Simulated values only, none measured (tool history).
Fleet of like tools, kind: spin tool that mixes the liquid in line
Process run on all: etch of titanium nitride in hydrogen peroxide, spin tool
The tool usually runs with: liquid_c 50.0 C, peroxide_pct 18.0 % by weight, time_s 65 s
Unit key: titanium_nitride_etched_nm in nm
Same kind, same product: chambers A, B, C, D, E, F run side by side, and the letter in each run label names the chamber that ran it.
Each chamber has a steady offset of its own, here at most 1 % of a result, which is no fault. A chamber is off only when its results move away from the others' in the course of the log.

| run | day | liquid_c | peroxide_pct | time_s | hours since the thermometer was replaced | hours since the peroxide flow meter was replaced | hours since the heated supply line was repaired | hours since the drum of peroxide was connected | read-back film thickness of the titanium nitride reference wafer, read on the same gauge (nm) | titanium_nitride_etched_nm |
|---|---|---|---|---|---|---|---|---|---|---|
| 1D | 0.300 | 50.0 | 18.0 | 65 | 1077.2 | 637.8 | 25.7 | 317.5 | 100.010 | 4.8686 |
|  | 0.596 | chamber D: thermometer replaced |
| 2F | 0.617 | 50.0 | 18.0 | 65 | 716.0 | 1261.6 | 1289.4 | 216.2 | 99.980 | 4.7673 |
| 3B | 1.108 | 50.0 | 18.0 | 65 | 279.6 | 1228.9 | 833.8 | 350.8 | 99.987 | 4.7519 |
| 4A | 1.529 | 50.0 | 18.0 | 65 | 229.3 | 944.4 | 2695.5 | 172.1 | 99.968 | 4.9361 |
| 5C | 1.979 | 50.0 | 18.0 | 65 | 422.9 | 734.0 | 1369.1 | 807.6 | 99.989 | 4.8511 |
| 6E | 2.425 | 50.0 | 18.0 | 65 | 973.0 | 707.5 | 2741.4 | 283.2 | 99.993 | 4.8380 |
|  | 2.867 | chamber C: peroxide flow meter replaced |
| 7D | 2.871 | 50.0 | 18.0 | 65 | 54.6 | 699.5 | 87.4 | 379.2 | 100.000 | 4.7563 |
|  | 2.904 | chamber E: new drum of peroxide connected |
|  | 2.929 | chamber A: peroxide flow meter replaced |
| 8F | 3.425 | 50.0 | 18.0 | 65 | 783.4 | 1329.0 | 1356.8 | 283.6 | 100.020 | 4.8266 |
| 9E | 3.962 | 50.0 | 18.0 | 65 | 1009.9 | 744.4 | 2778.3 | 25.4 | 100.050 | 4.8648 |
|  | 4.233 | chamber B: peroxide flow meter replaced |
| 10B | 4.425 | 50.0 | 18.0 | 65 | 359.2 | 4.7 | 913.4 | 430.4 | 100.000 | 4.8726 |
| 11A | 4.896 | 50.0 | 18.0 | 65 | 310.1 | 47.2 | 2776.3 | 252.9 | 100.010 | 4.8020 |
| 12C | 5.296 | 50.0 | 16.5 | 65 | 502.5 | 58.3 | 1448.7 | 887.2 | 99.999 | 4.8152 |
| 13A | 5.779 | 50.0 | 16.5 | 65 | 331.3 | 68.4 | 2797.5 | 274.1 | 99.977 | 4.6883 |
|  | 5.783 | chamber F: heated supply line repaired |
| 14F | 6.154 | 50.0 | 16.5 | 65 | 848.9 | 1394.5 | 9.0 | 349.1 | 100.030 | 4.7667 |
| 15C | 6.562 | 50.0 | 16.5 | 65 | 532.9 | 88.7 | 1479.1 | 917.6 | 99.994 | 4.7321 |
|  | 6.588 | chamber E: thermometer replaced |
|  | 6.871 | chamber C: heated supply line repaired |
| 16E | 7.117 | 50.0 | 16.5 | 65 | 12.7 | 820.1 | 2854.0 | 101.1 | 99.999 | 4.7513 |
| 17D | 7.462 | 50.0 | 16.5 | 65 | 164.8 | 809.7 | 197.6 | 489.4 | 100.010 | 4.7537 |
| 18B | 7.783 | 50.0 | 18.0 | 65 | 439.8 | 85.3 | 994.0 | 511.0 | 100.020 | 4.8400 |
| 19F | 8.062 | 50.0 | 22.0 | 55 | 894.7 | 1440.3 | 54.8 | 394.9 | 99.990 | 4.2202 |
| 20A | 8.604 | 50.0 | 22.0 | 55 | 399.1 | 136.2 | 2865.3 | 341.9 | 99.996 | 4.2856 |
|  | 9.042 | chamber C: thermometer replaced |
| 21C | 9.062 | 50.0 | 22.0 | 55 | 0.5 | 148.7 | 52.6 | 977.6 | 100.000 | 4.2474 |
| 22B | 9.488 | 50.0 | 22.0 | 55 | 480.7 | 126.2 | 1034.9 | 551.9 | 99.988 | 4.3585 |
| 23E | 9.908 | 50.0 | 22.0 | 55 | 79.7 | 887.1 | 2921.0 | 168.1 | 99.997 | 4.2363 |
|  | 10.021 | chamber B: new drum of peroxide connected |
| 24D | 10.392 | 50.0 | 22.0 | 55 | 235.1 | 880.0 | 267.9 | 559.7 | 100.000 | 4.1833 |
| 25B | 10.733 | 50.0 | 18.0 | 65 | 510.6 | 156.1 | 1064.8 | 17.1 | 99.974 | 4.9952 |
| 26C | 11.017 | 50.0 | 18.0 | 65 | 47.4 | 195.6 | 99.5 | 1024.5 | 100.020 | 4.7777 |
| 27F | 11.383 | 50.0 | 18.0 | 65 | 974.4 | 1520.0 | 134.5 | 474.6 | 99.997 | 4.7674 |
| 28A | 11.671 | 54.0 | 18.0 | 65 | 472.7 | 209.8 | 2938.9 | 415.5 | 99.997 | 6.3640 |
| 29D | 12.083 | 54.0 | 18.0 | 65 | 275.7 | 920.6 | 308.5 | 600.3 | 100.000 | 6.3572 |
| 30E | 12.525 | 54.0 | 18.0 | 65 | 142.5 | 949.9 | 2983.8 | 230.9 | 99.988 | 6.4312 |
| 31C | 13.054 | 54.0 | 18.0 | 65 | 96.3 | 244.5 | 148.4 | 1073.4 | 99.998 | 6.4063 |
| 32E | 13.521 | 54.0 | 18.0 | 65 | 166.4 | 973.8 | 3007.7 | 254.8 | 99.993 | 6.4095 |
| 33B | 13.896 | 54.0 | 18.0 | 65 | 586.5 | 232.0 | 1140.7 | 93.0 | 100.010 | 6.7441 |
| 34D | 14.279 | 50.0 | 18.0 | 65 | 328.4 | 973.3 | 361.2 | 653.0 | 99.984 | 4.8323 |
| 35A | 14.779 | 50.0 | 21.5 | 105 | 547.3 | 284.4 | 3013.5 | 490.1 | 99.983 | 8.2504 |
| 36F | 15.117 | 50.0 | 21.5 | 105 | 1064.0 | 1609.6 | 224.1 | 564.2 | 100.010 | 8.0517 |
| 37F | 15.604 | 50.0 | 21.5 | 105 | 1075.7 | 1621.3 | 235.8 | 575.9 | 99.982 | 7.9830 |
| 38E | 16.129 | 50.0 | 21.5 | 105 | 229.0 | 1036.4 | 3070.3 | 317.4 | 100.010 | 8.0552 |
| 39B | 16.538 | 50.0 | 21.5 | 105 | 649.9 | 295.4 | 1204.1 | 156.4 | 100.000 | 8.7781 |
| 40C | 17.050 | 50.0 | 21.5 | 105 | 192.2 | 340.4 | 244.3 | 1169.3 | 100.010 | 8.0852 |
| 41D | 17.392 | 42.5 | 18.0 | 65 | 403.1 | 1048.0 | 435.9 | 727.7 | 99.992 | 2.7732 |
| 42A | 17.946 | 42.5 | 18.0 | 65 | 623.3 | 360.4 | 3089.5 | 566.1 | 99.992 | 2.7141 |
| 43E | 18.271 | 42.5 | 18.0 | 65 | 280.4 | 1087.8 | 3121.7 | 368.8 | 100.020 | 2.7462 |

Predict what each chamber gives when all 6 of them run the settings below next.
| 44A | 18.675 | 59.5 | 18.0 | 65 |  |  |  |  |  | ? |
| 44B | 18.675 | 59.5 | 18.0 | 65 |  |  |  |  |  | ? |
| 44C | 18.675 | 59.5 | 18.0 | 65 |  |  |  |  |  | ? |
| 44D | 18.675 | 59.5 | 18.0 | 65 |  |  |  |  |  | ? |
| 44E | 18.675 | 59.5 | 18.0 | 65 |  |  |  |  |  | ? |
| 44F | 18.675 | 59.5 | 18.0 | 65 |  |  |  |  |  | ? |

| run | titanium_nitride_etched_nm |
|---|---|
| 44A | 9.4378 |
| 44B | 10.2330 |
| 44C | 9.4358 |
| 44D | 9.3127 |
| 44E | 9.2614 |
| 44F | 9.4926 |
